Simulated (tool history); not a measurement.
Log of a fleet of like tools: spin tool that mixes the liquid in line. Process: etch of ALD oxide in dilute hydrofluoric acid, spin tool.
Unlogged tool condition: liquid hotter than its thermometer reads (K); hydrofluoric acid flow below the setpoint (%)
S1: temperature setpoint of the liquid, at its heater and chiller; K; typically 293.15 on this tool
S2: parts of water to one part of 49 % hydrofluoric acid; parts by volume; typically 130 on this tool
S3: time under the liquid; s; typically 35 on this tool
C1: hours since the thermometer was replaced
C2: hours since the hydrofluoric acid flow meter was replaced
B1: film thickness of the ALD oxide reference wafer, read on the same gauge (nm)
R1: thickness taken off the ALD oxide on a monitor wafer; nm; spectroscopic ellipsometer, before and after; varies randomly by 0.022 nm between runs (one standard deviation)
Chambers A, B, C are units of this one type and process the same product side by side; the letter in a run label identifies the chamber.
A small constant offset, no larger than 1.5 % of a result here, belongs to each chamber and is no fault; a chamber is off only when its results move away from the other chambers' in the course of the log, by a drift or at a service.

Run 1C, day 0.212: usual settings; C1 142.5; C2 1418.3; B1 119.98. Result: R1 4.6413 nm.
Run 2B, day 0.492: usual settings; C1 790.5; C2 1267.0; B1 120.01. Result: R1 4.6874 nm.
Run 3A, day 0.742: usual settings; C1 1389.7; C2 82.1; B1 119.97. Result: R1 4.7322 nm.
Run 4B, day 0.983: usual settings; C1 802.3; C2 1278.8; B1 119.98. Result: R1 4.7222 nm.
Run 5A, day 1.154: usual settings; C1 1399.6; C2 92.0; B1 119.97. Result: R1 4.6972 nm.
Run 6C, day 1.438: usual settings; C1 171.9; C2 1447.7; B1 119.94. Result: R1 4.5780 nm.
Run 7C, day 1.658: usual settings; C1 177.2; C2 1453.0; B1 119.98. Result: R1 4.6604 nm.
Run 8B, day 1.938: usual settings; C1 825.2; C2 1301.7; B1 120.02. Result: R1 4.7174 nm.
Run 9A, day 2.133: usual settings but S2 105 parts by volume, S3 50 s; C1 1423.1; C2 115.5; B1 119.96. Result: R1 8.6364 nm.
Run 10B, day 2.304: usual settings but S2 105 parts by volume, S3 50 s; C1 834.0; C2 1310.5; B1 120.00. Result: R1 8.5826 nm.
Run 11C, day 2.475: usual settings but S2 105 parts by volume, S3 50 s; C1 196.8; C2 1472.6; B1 120.07. Result: R1 8.3965 nm.
Run 12A, day 2.633: usual settings; C1 1435.1; C2 127.5; B1 120.00. Result: R1 4.7264 nm.
Run 13C, day 2.867: usual settings but S2 190 parts by volume; C1 206.2; C2 1482.0; B1 120.02. Result: R1 2.9355 nm.
Run 14B, day 3.004: usual settings but S2 190 parts by volume; C1 850.8; C2 1327.3; B1 120.02. Result: R1 2.9936 nm.
Run 15A, day 3.238: usual settings but S2 190 parts by volume; C1 1449.6; C2 142.0; B1 120.00. Result: R1 3.0223 nm.
Run 16B, day 3.412: usual settings; C1 860.6; C2 1337.1; B1 119.99. Result: R1 4.7218 nm.
Run 17C, day 3.625: usual settings but S1 290.15 K; C1 224.4; C2 1500.2; B1 119.95. Result: R1 4.0021 nm.
Run 18A, day 3.854: usual settings but S1 290.15 K; C1 1464.4; C2 156.8; B1 119.97. Result: R1 4.1650 nm.
Run 19B, day 3.996: usual settings but S1 290.15 K; C1 874.6; C2 1351.1; B1 120.01. Result: R1 4.1322 nm.
Run 20A, day 4.167: usual settings; C1 1471.9; C2 164.3; B1 120.01. Result: R1 4.7133 nm.
Run 21C, day 4.367: usual settings; C1 242.2; C2 1518.0; B1 119.98. Result: R1 4.5019 nm.
Run 22B, day 4.612: usual settings; C1 889.4; C2 1365.9; B1 119.95. Result: R1 4.6948 nm.
Run 23C, day 4.850: usual settings; C1 253.8; C2 1529.6; B1 120.00. Result: R1 4.4763 nm.
Run 24A, day 5.000: usual settings but S1 296.15 K, S3 30 s; C1 1491.9; C2 184.3; B1 119.94. Result: R1 4.5912 nm.
Run 25C, day 5.258: usual settings but S1 296.15 K, S3 30 s; C1 263.6; C2 1539.4; B1 120.03. Result: R1 4.3402 nm.
Run 26A, day 5.475: usual settings but S1 296.15 K, S3 30 s; C1 1503.3; C2 195.7; B1 119.98. Result: R1 4.5493 nm.
Run 27B, day 5.625: usual settings; C1 913.7; C2 1390.2; B1 120.03. Result: R1 4.6494 nm.
Run 28A, day 5.846: usual settings; C1 1512.2; C2 204.6; B1 119.98. Result: R1 4.7329 nm.
Run 29B, day 6.121: usual settings; C1 925.6; C2 1402.1; B1 120.01. Result: R1 4.7454 nm.
Run 30C, day 6.338: usual settings; C1 289.5; C2 1565.3; B1 120.00. Result: R1 4.4311 nm.
Run 31C, day 6.625: usual settings; C1 296.4; C2 1572.2; B1 120.00. Result: R1 4.4284 nm.
Run 32B, day 6.904: usual settings but S1 291.15 K, S2 100 parts by volume; C1 944.4; C2 1420.9; B1 119.96. Result: R1 5.8421 nm.
Run 33A, day 7.158: usual settings but S1 291.15 K, S2 100 parts by volume; C1 1543.7; C2 236.1; B1 119.93. Result: R1 5.8734 nm.
Run 34B, day 7.300: usual settings but S1 291.15 K, S2 100 parts by volume; C1 953.9; C2 1430.4; B1 119.96. Result: R1 5.8085 nm.
Run 35A, day 7.458: usual settings; C1 1550.9; C2 243.3; B1 119.98. Result: R1 4.7351 nm.
Run 36C, day 7.662: usual settings; C1 321.3; C2 1597.1; B1 120.01. Result: R1 4.3379 nm.
Run 37B, day 7.954: usual settings; C1 969.6; C2 1446.1; B1 119.95. Result: R1 4.7038 nm.
Run 38C, day 8.100: usual settings; C1 331.8; C2 1607.6; B1 120.04. Result: R1 4.3385 nm.
Run 39A, day 8.325: usual settings but S2 95 parts by volume, S3 50 s; C1 1571.7; C2 264.1; B1 119.96. Result: R1 9.6752 nm.

Which is it: a chamber that has drifted or been left off by a service, a gauge drift common to all chambers, or only each chamber's usual small offset? If a chamber is off, name it and its likeliest cause.

Chamber C drifts away from the others.
Cause: hydrofluoric acid flow below the setpoint (%) = 5.53.
From this log alone, it may not be told apart from: liquid colder than its thermometer reads (K).

Chamber C could run next with any of the 4 candidate recipes listed below; each alters the usual settings, and their results appear as question marks. Which one brings its results back in line with what the other chambers deliver on the usual settings?
In line here means within this much of the mean the other chambers give on the usual settings: R1 0.0760 nm
Run 40C-1, day 8.533: usual settings but S1 293.65 K, S3 40 s. Result: R1 ?.
Run 40C-2, day 8.533: usual settings but S3 30 s. Result: R1 ?.
Run 40C-3, day 8.533: usual settings but S2 120 parts by volume. Result: R1 ?.
Run 40C-4, day 8.533: usual settings but S2 140 parts by volume. Result: R1 ?.

The mean the other chambers reach with the usual settings: R1 4.7158 nm
  run      R1
40C-1  5.0312
40C-2  3.6972
40C-3  4.7273
40C-4  3.9603
It is 40C-3 that realigns the chamber with its peers.

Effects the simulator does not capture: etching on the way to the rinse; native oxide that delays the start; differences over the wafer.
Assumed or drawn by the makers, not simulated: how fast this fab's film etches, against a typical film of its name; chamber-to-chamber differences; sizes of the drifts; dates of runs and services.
